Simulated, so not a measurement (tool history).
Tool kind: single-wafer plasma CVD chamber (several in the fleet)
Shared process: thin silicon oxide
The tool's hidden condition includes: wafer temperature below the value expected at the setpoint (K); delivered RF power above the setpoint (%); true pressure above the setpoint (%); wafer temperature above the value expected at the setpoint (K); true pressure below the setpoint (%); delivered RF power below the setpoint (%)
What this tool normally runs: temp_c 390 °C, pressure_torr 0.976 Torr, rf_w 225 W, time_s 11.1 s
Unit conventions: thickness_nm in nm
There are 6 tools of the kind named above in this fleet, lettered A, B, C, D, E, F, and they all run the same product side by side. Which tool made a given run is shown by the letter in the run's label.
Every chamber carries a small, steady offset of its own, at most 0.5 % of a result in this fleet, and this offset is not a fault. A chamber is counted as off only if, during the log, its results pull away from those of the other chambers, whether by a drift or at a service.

run     day  temp_c  pressure_torr  rf_w  time_s  hours since the last thermocouple change  hours since the last RF generator calibration  hours since the last manometer calibration  read-back reference wafer on the same gauge, thickness_nm  thickness_nm
      0.279  -- chamber F: thermocouple changed; heater temperature recalibrated
 1C   0.521     390          0.976   225    11.1                                     772.3                                          374.5                                       650.4                                                     19.406        21.394
 2B   1.017     390          0.976   225    11.1                                    1014.6                                          749.8                                      1043.9                                                     19.424        21.502
 3E   1.408     390          0.976   225    11.1                                     656.3                                          645.2                                       757.7                                                     19.381        21.577
      1.742  -- chamber A: thermocouple changed; heater temperature recalibrated
 4D   2.008     390          0.976   225    11.1                                    1353.5                                         1875.2                                        85.7                                                     19.384        21.492
 5F   2.304     390          0.976   225    11.1                                      48.7                                         2012.4                                      1799.1                                                     19.394        21.400
 6A   2.762     390          0.862   225    11.1                                      24.5                                         1060.7                                       153.3                                                     19.398        19.329
 7F   3.208     390          0.862   225    11.1                                      70.4                                         2034.1                                      1820.8                                                     19.418        19.236
      3.558  -- chamber F: RF generator calibrated
 8C   3.704     390          0.862   225    11.1                                     848.7                                          450.9                                       726.8                                                     19.402        19.159
 9E   4.146     390          0.862   225    11.1                                     722.0                                          710.9                                       823.4                                                     19.415        19.257
10D   4.725     390          0.862   225    11.1                                    1418.7                                         1940.4                                       150.9                                                     19.395        19.312
11A   5.029     390          0.862   225    11.1                                      78.9                                         1115.1                                       207.7                                                     19.431        19.213
12B   5.662     390          0.976   225    11.1                                    1126.1                                          861.3                                      1155.4                                                     19.397        21.550
13A   5.967     390          0.976   225    11.1                                     101.4                                         1137.6                                       230.2                                                     19.411        21.513
14F   6.617     390          0.976   225    11.1                                     152.2                                           73.5                                      1902.6                                                     19.418        21.405
15C   6.958     390          0.758   225    12.6                                     926.8                                          529.0                                       804.9                                                     19.395        19.502
16D   7.354     390          0.758   225    12.6                                    1481.8                                         2003.5                                       214.0                                                     19.399        19.291
17E   7.888     390          0.758   225    12.6                                     811.8                                          800.7                                       913.2                                                     19.378        19.333
18B   8.483     390          0.758   225    12.6                                    1193.8                                          929.0                                      1223.1                                                     19.404        19.556
19A   9.071     390          0.758   225    12.6                                     175.9                                         1212.1                                       304.7                                                     19.394        19.361
20D   9.454     390          0.758   225    12.6                                    1532.2                                         2053.9                                       264.4                                                     19.392        19.351
21F  10.054     390          0.976   225    11.1                                     234.7                                          156.0                                      1985.1                                                     19.391        21.291
22C  10.479     390          0.976   225    11.1                                    1011.3                                          613.5                                       889.4                                                     19.383        21.409
23E  10.779     390          0.976   225    11.1                                     881.2                                          870.1                                       982.6                                                     19.410        21.475
24B  11.371     390          0.976   225    11.1                                    1263.1                                          998.3                                      1292.4                                                     19.395        21.712
25E  11.717     390          0.976   245    11.1                                     903.7                                          892.6                                      1005.1                                                     19.390        22.327
26B  12.192     390          0.976   245    11.1                                    1282.8                                         1018.0                                      1312.1                                                     19.398        22.318
     12.312  -- chamber A: RF generator calibrated
27C  12.800     390          0.976   245    11.1                                    1067.0                                          669.2                                       945.1                                                     19.372        22.400
     12.971  -- chamber C: thermocouple changed; heater temperature recalibrated
28A  13.262     390          0.976   245    11.1                                     276.5                                           22.8                                       405.3                                                     19.408        22.160
29D  13.567     390          0.976   245    11.1                                    1630.9                                         2152.6                                       363.1                                                     19.405        22.203
30F  14.017     390          0.976   245    11.1                                     329.8                                          251.1                                      2080.2                                                     19.375        22.182
31B  14.567     390          0.976   225    11.1                                    1339.8                                         1075.0                                      1369.1                                                     19.409        21.426
32F  14.929     390          0.976   225    11.1                                     351.7                                          273.0                                      2102.1                                                     19.407        21.275
33C  15.388     390          0.976   195    13.1                                      58.0                                          731.3                                      1007.2                                                     19.380        23.380
34E  15.862     390          0.976   195    13.1                                    1003.2                                          992.1                                      1104.6                                                     19.392        23.700
35A  16.250     390          0.976   195    13.1                                     348.2                                           94.5                                       477.0                                                     19.408        23.466
36D  16.900     390          0.976   195    13.1                                    1710.9                                         2232.6                                       443.1                                                     19.385        23.708
37C  17.183     390          0.976   195    13.1                                     101.1                                          774.4                                      1050.3                                                     19.391        23.290
38E  17.733     390          0.976   195    13.1                                    1048.1                                         1037.0                                      1149.5                                                     19.408        23.554
39F  18.142     390          0.976   225    11.1                                     428.8                                          350.1                                      2179.2                                                     19.389        21.246
40B  18.767     390          0.976   225    11.1                                    1440.6                                         1175.8                                      1469.9                                                     19.400        21.721
41A  19.392     390          0.976   225    11.1                                     423.6                                          169.9                                       552.4                                                     19.393        21.437
42D  19.742     390          0.976   225    11.1                                    1779.1                                         2300.8                                       511.3                                                     19.395        21.297
43C  20.025     390          0.976   225    11.1                                     169.3                                          842.6                                      1118.5                                                     19.386        21.196
44E  20.562     390          0.976   225    11.1                                    1116.0                                         1104.9                                      1217.4                                                     19.402        21.456

Decide between three cases: one chamber stands off from its peers, the gauge reading all wafers drifts, or nothing is wrong past each chamber's small offset. Where a chamber is off, say which and what most likely put it there.

The fleet is healthy, with each chamber sitting at its usual small offset and no drift in the gauge.
